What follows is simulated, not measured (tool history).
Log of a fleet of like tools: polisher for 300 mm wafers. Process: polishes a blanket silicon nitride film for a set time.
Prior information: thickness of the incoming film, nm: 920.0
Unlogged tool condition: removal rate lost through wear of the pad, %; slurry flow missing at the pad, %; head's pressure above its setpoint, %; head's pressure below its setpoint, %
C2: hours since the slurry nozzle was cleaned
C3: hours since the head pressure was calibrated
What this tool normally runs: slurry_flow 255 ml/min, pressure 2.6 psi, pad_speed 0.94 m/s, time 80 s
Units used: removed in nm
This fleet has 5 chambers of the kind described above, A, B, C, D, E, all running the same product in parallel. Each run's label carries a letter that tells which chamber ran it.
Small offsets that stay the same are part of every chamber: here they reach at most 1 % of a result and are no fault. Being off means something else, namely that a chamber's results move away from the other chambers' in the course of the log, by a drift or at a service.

{"hour": 4.7, "done": "chamber B: worn pad replaced by a new one"}
{"run": "1E", "hour": 5.0, "slurry_flow": 255, "pressure": 2.6, "pad_speed": 0.94, "time": 80, "wafers polished on this pad": 534, "C2": 105.1, "C3": 260.7, "removed": 116.1}
{"run": "2D", "hour": 9.5, "slurry_flow": 255, "pressure": 2.6, "pad_speed": 0.94, "time": 80, "wafers polished on this pad": 116, "C2": 46.8, "C3": 710.2, "removed": 116.3}
{"hour": 11.6, "done": "chamber A: head pressure recalibrated"}
{"run": "3A", "hour": 16.6, "slurry_flow": 255, "pressure": 2.6, "pad_speed": 0.94, "time": 80, "wafers polished on this pad": 710, "C2": 89.8, "C3": 5.0, "removed": 119.06}
{"hour": 17.3, "done": "chamber D: head pressure recalibrated"}
{"run": "4C", "hour": 21.0, "slurry_flow": 255, "pressure": 2.6, "pad_speed": 0.94, "time": 80, "wafers polished on this pad": 422, "C2": 353.0, "C3": 47.7, "removed": 117.37}
{"hour": 26.5, "done": "chamber E: worn pad replaced by a new one"}
{"run": "5B", "hour": 27.8, "slurry_flow": 255, "pressure": 2.6, "pad_speed": 0.94, "time": 80, "wafers polished on this pad": 240, "C2": 122.3, "C3": 330.0, "removed": 116.74}
{"run": "6A", "hour": 34.4, "slurry_flow": 255, "pressure": 2.6, "pad_speed": 0.94, "time": 80, "wafers polished on this pad": 895, "C2": 107.6, "C3": 22.8, "removed": 117.51}
{"run": "7D", "hour": 41.5, "slurry_flow": 255, "pressure": 2.6, "pad_speed": 0.7, "time": 80, "wafers polished on this pad": 448, "C2": 78.8, "C3": 24.2, "removed": 93.107}
{"hour": 44.1, "done": "chamber A: worn pad replaced by a new one"}
{"run": "8C", "hour": 47.4, "slurry_flow": 255, "pressure": 2.6, "pad_speed": 0.7, "time": 80, "wafers polished on this pad": 696, "C2": 379.4, "C3": 74.1, "removed": 93.788}
{"run": "9E", "hour": 54.3, "slurry_flow": 255, "pressure": 2.6, "pad_speed": 0.7, "time": 80, "wafers polished on this pad": 289, "C2": 154.4, "C3": 310.0, "removed": 94.398}
{"run": "10B", "hour": 57.4, "slurry_flow": 255, "pressure": 2.6, "pad_speed": 0.7, "time": 80, "wafers polished on this pad": 547, "C2": 151.9, "C3": 359.6, "removed": 93.36}
{"hour": 59.4, "done": "chamber C: worn pad replaced by a new one"}
{"run": "11D", "hour": 60.6, "slurry_flow": 255, "pressure": 2.6, "pad_speed": 0.7, "time": 80, "wafers polished on this pad": 646, "C2": 97.9, "C3": 43.3, "removed": 92.129}
{"run": "12B", "hour": 65.1, "slurry_flow": 255, "pressure": 2.6, "pad_speed": 0.94, "time": 80, "wafers polished on this pad": 627, "C2": 159.6, "C3": 367.3, "removed": 114.07}
{"hour": 68.6, "done": "chamber D: worn pad replaced by a new one"}
{"hour": 69.1, "done": "chamber E: head pressure recalibrated"}
{"run": "13E", "hour": 70.8, "slurry_flow": 255, "pressure": 2.6, "pad_speed": 0.94, "time": 80, "wafers polished on this pad": 460, "C2": 170.9, "C3": 1.8, "removed": 116.69}
{"run": "14A", "hour": 75.2, "slurry_flow": 255, "pressure": 2.6, "pad_speed": 0.94, "time": 80, "wafers polished on this pad": 323, "C2": 148.4, "C3": 63.6, "removed": 116.75}
{"run": "15C", "hour": 82.0, "slurry_flow": 335, "pressure": 2.6, "pad_speed": 0.94, "time": 80, "wafers polished on this pad": 234, "C2": 414.0, "C3": 108.7, "removed": 120.92}
{"run": "16A", "hour": 85.6, "slurry_flow": 335, "pressure": 2.6, "pad_speed": 0.94, "time": 80, "wafers polished on this pad": 431, "C2": 158.8, "C3": 74.0, "removed": 122.95}
{"run": "17D", "hour": 89.2, "slurry_flow": 335, "pressure": 2.6, "pad_speed": 0.94, "time": 80, "wafers polished on this pad": 214, "C2": 126.5, "C3": 71.9, "removed": 122.1}
{"hour": 90.2, "done": "chamber E: worn pad replaced by a new one"}
{"hour": 92.7, "done": "chamber B: worn pad replaced by a new one"}
{"run": "18B", "hour": 94.9, "slurry_flow": 335, "pressure": 2.6, "pad_speed": 0.94, "time": 80, "wafers polished on this pad": 23, "C2": 189.4, "C3": 397.1, "removed": 117.63}
{"run": "19C", "hour": 99.7, "slurry_flow": 335, "pressure": 2.6, "pad_speed": 0.94, "time": 80, "wafers polished on this pad": 418, "C2": 431.7, "C3": 126.4, "removed": 121.8}
{"run": "20E", "hour": 106.7, "slurry_flow": 255, "pressure": 2.6, "pad_speed": 0.94, "time": 80, "wafers polished on this pad": 172, "C2": 206.8, "C3": 37.7, "removed": 118.64}
{"run": "21E", "hour": 112.9, "slurry_flow": 255, "pressure": 2.6, "pad_speed": 0.94, "time": 80, "wafers polished on this pad": 236, "C2": 213.0, "C3": 43.9, "removed": 117.96}
{"run": "22D", "hour": 116.6, "slurry_flow": 255, "pressure": 2.6, "pad_speed": 0.94, "time": 80, "wafers polished on this pad": 498, "C2": 153.9, "C3": 99.3, "removed": 115.85}
{"run": "23C", "hour": 123.5, "slurry_flow": 255, "pressure": 2.6, "pad_speed": 0.94, "time": 80, "wafers polished on this pad": 665, "C2": 455.5, "C3": 150.2, "removed": 117.88}
{"run": "24A", "hour": 129.7, "slurry_flow": 255, "pressure": 2.6, "pad_speed": 0.94, "time": 80, "wafers polished on this pad": 888, "C2": 202.9, "C3": 118.1, "removed": 116.56}
{"run": "25B", "hour": 134.5, "slurry_flow": 255, "pressure": 2.6, "pad_speed": 0.94, "time": 80, "wafers polished on this pad": 433, "C2": 229.0, "C3": 436.7, "removed": 113.46}
{"run": "26C", "hour": 138.2, "slurry_flow": 255, "pressure": 2.6, "pad_speed": 0.94, "time": 80, "wafers polished on this pad": 817, "C2": 470.2, "C3": 164.9, "removed": 119.61}
{"run": "27E", "hour": 143.8, "slurry_flow": 255, "pressure": 2.6, "pad_speed": 0.94, "time": 80, "wafers polished on this pad": 556, "C2": 243.9, "C3": 74.8, "removed": 118.6}
{"hour": 144.8, "done": "chamber D: worn pad replaced by a new one"}
{"hour": 145.0, "done": "chamber A: worn pad replaced by a new one"}
{"run": "28B", "hour": 149.1, "slurry_flow": 255, "pressure": 2.6, "pad_speed": 0.94, "time": 80, "wafers polished on this pad": 585, "C2": 243.6, "C3": 451.3, "removed": 114.35}
{"hour": 151.6, "done": "chamber C: worn pad replaced by a new one"}
{"run": "29D", "hour": 152.7, "slurry_flow": 255, "pressure": 2.6, "pad_speed": 0.94, "time": 80, "wafers polished on this pad": 82, "C2": 190.0, "C3": 135.4, "removed": 119.47}
{"hour": 154.5, "done": "chamber E: worn pad replaced by a new one"}
{"run": "30A", "hour": 158.9, "slurry_flow": 255, "pressure": 2.6, "pad_speed": 0.94, "time": 80, "wafers polished on this pad": 145, "C2": 232.1, "C3": 147.3, "removed": 117.11}
{"run": "31A", "hour": 165.6, "slurry_flow": 255, "pressure": 2.6, "pad_speed": 0.94, "time": 80, "wafers polished on this pad": 214, "C2": 238.8, "C3": 154.0, "removed": 117.72}
{"hour": 167.4, "done": "chamber B: worn pad replaced by a new one"}
{"run": "32B", "hour": 170.1, "slurry_flow": 255, "pressure": 2.6, "pad_speed": 0.94, "time": 80, "wafers polished on this pad": 28, "C2": 264.6, "C3": 472.3, "removed": 110.94}
{"hour": 171.4, "done": "chamber E: slurry nozzle cleaned"}
{"run": "33E", "hour": 173.7, "slurry_flow": 255, "pressure": 2.6, "pad_speed": 0.94, "time": 80, "wafers polished on this pad": 199, "C2": 2.3, "C3": 104.7, "removed": 117.69}
{"run": "34D", "hour": 177.0, "slurry_flow": 255, "pressure": 2.6, "pad_speed": 0.94, "time": 80, "wafers polished on this pad": 334, "C2": 214.3, "C3": 159.7, "removed": 117.23}
{"run": "35C", "hour": 181.5, "slurry_flow": 255, "pressure": 2.6, "pad_speed": 0.94, "time": 80, "wafers polished on this pad": 310, "C2": 513.5, "C3": 208.2, "removed": 117.62}
{"run": "36E", "hour": 188.3, "slurry_flow": 285, "pressure": 2.6, "pad_speed": 0.94, "time": 80, "wafers polished on this pad": 351, "C2": 16.9, "C3": 119.3, "removed": 122.69}
{"run": "37A", "hour": 194.0, "slurry_flow": 285, "pressure": 2.6, "pad_speed": 0.94, "time": 80, "wafers polished on this pad": 509, "C2": 267.2, "C3": 182.4, "removed": 118.53}
{"run": "38C", "hour": 197.9, "slurry_flow": 285, "pressure": 2.6, "pad_speed": 0.94, "time": 80, "wafers polished on this pad": 480, "C2": 529.9, "C3": 224.6, "removed": 117.66}
{"run": "39D", "hour": 202.0, "slurry_flow": 285, "pressure": 2.6, "pad_speed": 0.94, "time": 80, "wafers polished on this pad": 593, "C2": 239.3, "C3": 184.7, "removed": 120.51}
{"run": "40B", "hour": 206.4, "slurry_flow": 285, "pressure": 2.6, "pad_speed": 0.94, "time": 80, "wafers polished on this pad": 404, "C2": 300.9, "C3": 508.6, "removed": 110.74}
{"run": "41A", "hour": 209.8, "slurry_flow": 255, "pressure": 2.6, "pad_speed": 0.94, "time": 80, "wafers polished on this pad": 672, "C2": 283.0, "C3": 198.2, "removed": 114.36}
{"run": "42B", "hour": 216.5, "slurry_flow": 255, "pressure": 2.9, "pad_speed": 0.94, "time": 69, "wafers polished on this pad": 509, "C2": 311.0, "C3": 518.7, "removed": 105.02}

Next, every chamber runs the same settings. What will each give?
{"run": "43A", "hour": 221.7, "slurry_flow": 255, "pressure": 2.6, "pad_speed": 0.84, "time": 80, "removed": "?"}
{"run": "43B", "hour": 221.7, "slurry_flow": 255, "pressure": 2.6, "pad_speed": 0.84, "time": 80, "removed": "?"}
{"run": "43C", "hour": 221.7, "slurry_flow": 255, "pressure": 2.6, "pad_speed": 0.84, "time": 80, "removed": "?"}
{"run": "43D", "hour": 221.7, "slurry_flow": 255, "pressure": 2.6, "pad_speed": 0.84, "time": 80, "removed": "?"}
{"run": "43E", "hour": 221.7, "slurry_flow": 255, "pressure": 2.6, "pad_speed": 0.84, "time": 80, "removed": "?"}

run=43A removed=106.620
run=43B removed=100.600
run=43C removed=108.210
run=43D removed=107.640
run=43E removed=107.950
